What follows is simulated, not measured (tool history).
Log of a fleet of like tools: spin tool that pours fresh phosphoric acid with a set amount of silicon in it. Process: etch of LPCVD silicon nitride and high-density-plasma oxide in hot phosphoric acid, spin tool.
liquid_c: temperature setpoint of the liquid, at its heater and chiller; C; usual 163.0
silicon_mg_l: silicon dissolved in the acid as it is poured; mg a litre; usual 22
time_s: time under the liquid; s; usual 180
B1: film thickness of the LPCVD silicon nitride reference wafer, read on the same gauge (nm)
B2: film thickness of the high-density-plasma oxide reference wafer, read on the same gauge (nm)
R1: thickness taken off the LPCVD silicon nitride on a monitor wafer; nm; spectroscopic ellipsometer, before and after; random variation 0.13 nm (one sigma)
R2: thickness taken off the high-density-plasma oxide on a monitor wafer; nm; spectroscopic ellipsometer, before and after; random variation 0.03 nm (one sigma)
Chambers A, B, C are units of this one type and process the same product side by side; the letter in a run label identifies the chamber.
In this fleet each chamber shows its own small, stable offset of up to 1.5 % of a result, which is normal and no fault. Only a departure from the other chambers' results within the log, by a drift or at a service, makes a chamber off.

{"hour": 0.8, "done": "chamber C: thermometer replaced"}
{"run": "1A", "hour": 7.2, "liquid_c": 163.0, "silicon_mg_l": 22, "time_s": 180, "B1": 69.978, "B2": 99.983, "R1": 15.701, "R2": 0.7935}
{"run": "2B", "hour": 18.0, "liquid_c": 163.0, "silicon_mg_l": 22, "time_s": 180, "B1": 69.981, "B2": 100.0, "R1": 15.902, "R2": 0.74737}
{"run": "3C", "hour": 24.1, "liquid_c": 163.0, "silicon_mg_l": 22, "time_s": 180, "B1": 70.001, "B2": 99.996, "R1": 15.708, "R2": 0.80642}
{"run": "4B", "hour": 31.7, "liquid_c": 163.0, "silicon_mg_l": 22, "time_s": 180, "B1": 69.987, "B2": 100.01, "R1": 15.876, "R2": 0.84986}
{"run": "5C", "hour": 38.7, "liquid_c": 163.0, "silicon_mg_l": 22, "time_s": 180, "B1": 69.985, "B2": 100.01, "R1": 15.874, "R2": 0.8304}
{"run": "6A", "hour": 45.7, "liquid_c": 163.0, "silicon_mg_l": 22, "time_s": 180, "B1": 69.977, "B2": 99.985, "R1": 16.085, "R2": 0.77681}
{"run": "7C", "hour": 52.5, "liquid_c": 164.5, "silicon_mg_l": 22, "time_s": 180, "B1": 70.001, "B2": 99.999, "R1": 16.884, "R2": 0.83502}
{"run": "8A", "hour": 60.5, "liquid_c": 164.5, "silicon_mg_l": 22, "time_s": 180, "B1": 70.013, "B2": 99.997, "R1": 16.921, "R2": 0.89552}
{"run": "9B", "hour": 71.8, "liquid_c": 164.5, "silicon_mg_l": 22, "time_s": 180, "B1": 70.017, "B2": 100.01, "R1": 16.826, "R2": 0.91058}
{"run": "10A", "hour": 82.1, "liquid_c": 163.0, "silicon_mg_l": 22, "time_s": 180, "B1": 70.009, "B2": 99.988, "R1": 16.097, "R2": 0.77249}
{"run": "11B", "hour": 90.9, "liquid_c": 163.0, "silicon_mg_l": 22, "time_s": 180, "B1": 70.002, "B2": 99.976, "R1": 15.859, "R2": 0.8428}
{"run": "12C", "hour": 98.2, "liquid_c": 163.0, "silicon_mg_l": 22, "time_s": 135, "B1": 70.024, "B2": 99.997, "R1": 11.774, "R2": 0.5922}
{"run": "13B", "hour": 105.3, "liquid_c": 163.0, "silicon_mg_l": 22, "time_s": 135, "B1": 69.948, "B2": 100.0, "R1": 11.939, "R2": 0.60299}
{"run": "14A", "hour": 116.5, "liquid_c": 163.0, "silicon_mg_l": 22, "time_s": 135, "B1": 70.028, "B2": 100.01, "R1": 12.223, "R2": 0.61149}
{"run": "15C", "hour": 125.2, "liquid_c": 163.0, "silicon_mg_l": 22, "time_s": 180, "B1": 70.025, "B2": 100.01, "R1": 15.803, "R2": 0.80855}
{"run": "16A", "hour": 135.7, "liquid_c": 163.0, "silicon_mg_l": 22, "time_s": 180, "B1": 69.983, "B2": 99.987, "R1": 16.43, "R2": 0.90366}
{"run": "17B", "hour": 141.5, "liquid_c": 163.0, "silicon_mg_l": 22, "time_s": 180, "B1": 69.99, "B2": 99.994, "R1": 16.159, "R2": 0.81822}
{"run": "18C", "hour": 152.1, "liquid_c": 163.0, "silicon_mg_l": 22, "time_s": 180, "B1": 69.984, "B2": 100.01, "R1": 15.658, "R2": 0.84161}
{"run": "19B", "hour": 162.4, "liquid_c": 163.0, "silicon_mg_l": 22, "time_s": 180, "B1": 70.002, "B2": 100.01, "R1": 15.938, "R2": 0.82405}
{"run": "20C", "hour": 168.3, "liquid_c": 163.0, "silicon_mg_l": 22, "time_s": 180, "B1": 69.95, "B2": 99.978, "R1": 15.969, "R2": 0.75179}
{"run": "21A", "hour": 179.0, "liquid_c": 165.5, "silicon_mg_l": 16, "time_s": 180, "B1": 70.006, "B2": 100.01, "R1": 18.01, "R2": 1.2881}
{"run": "22C", "hour": 190.9, "liquid_c": 165.5, "silicon_mg_l": 16, "time_s": 180, "B1": 69.979, "B2": 100.0, "R1": 16.934, "R2": 1.0897}
{"run": "23B", "hour": 202.6, "liquid_c": 165.5, "silicon_mg_l": 16, "time_s": 180, "B1": 69.992, "B2": 99.995, "R1": 17.378, "R2": 1.096}
{"run": "24A", "hour": 213.8, "liquid_c": 163.0, "silicon_mg_l": 22, "time_s": 180, "B1": 69.996, "B2": 99.999, "R1": 16.803, "R2": 0.85742}

Does one chamber stand apart from the rest, does the shared gauge drift, or is all well apart from small per-chamber offsets? Give the chamber and the most likely cause, where there is one.

Chamber A drifts away from the others.
Cause: liquid hotter than its thermometer reads (K) = 1.97.

Which of the 4 candidates below, each the usual settings with something changed and its results left as question marks, puts chamber A back in line with what the other chambers give on the usual settings?
Maximum distance from the other chambers' mean on the usual settings for a result to count as in line: R1 0.460 nm; R2 0.10000 nm
{"run": "25A-1", "hour": 222.3, "liquid_c": 163.0, "silicon_mg_l": 24, "time_s": 170, "R1": "?", "R2": "?"}
{"run": "25A-2", "hour": 222.3, "liquid_c": 163.5, "silicon_mg_l": 17, "time_s": 200, "R1": "?", "R2": "?"}
{"run": "25A-3", "hour": 222.3, "liquid_c": 162.5, "silicon_mg_l": 27, "time_s": 160, "R1": "?", "R2": "?"}
{"run": "25A-4", "hour": 222.3, "liquid_c": 163.0, "silicon_mg_l": 20, "time_s": 190, "R1": "?", "R2": "?"}

What the other chambers average on the usual settings: R1 15.890 nm; R2 0.78671 nm
run=25A-1 R1=15.920 R2=0.79180
run=25A-2 R1=19.046 R2=1.18790
run=25A-3 R1=14.739 R2=0.64681
run=25A-4 R1=17.793 R2=0.99913
With 25A-1, the chamber falls back in line with the rest.
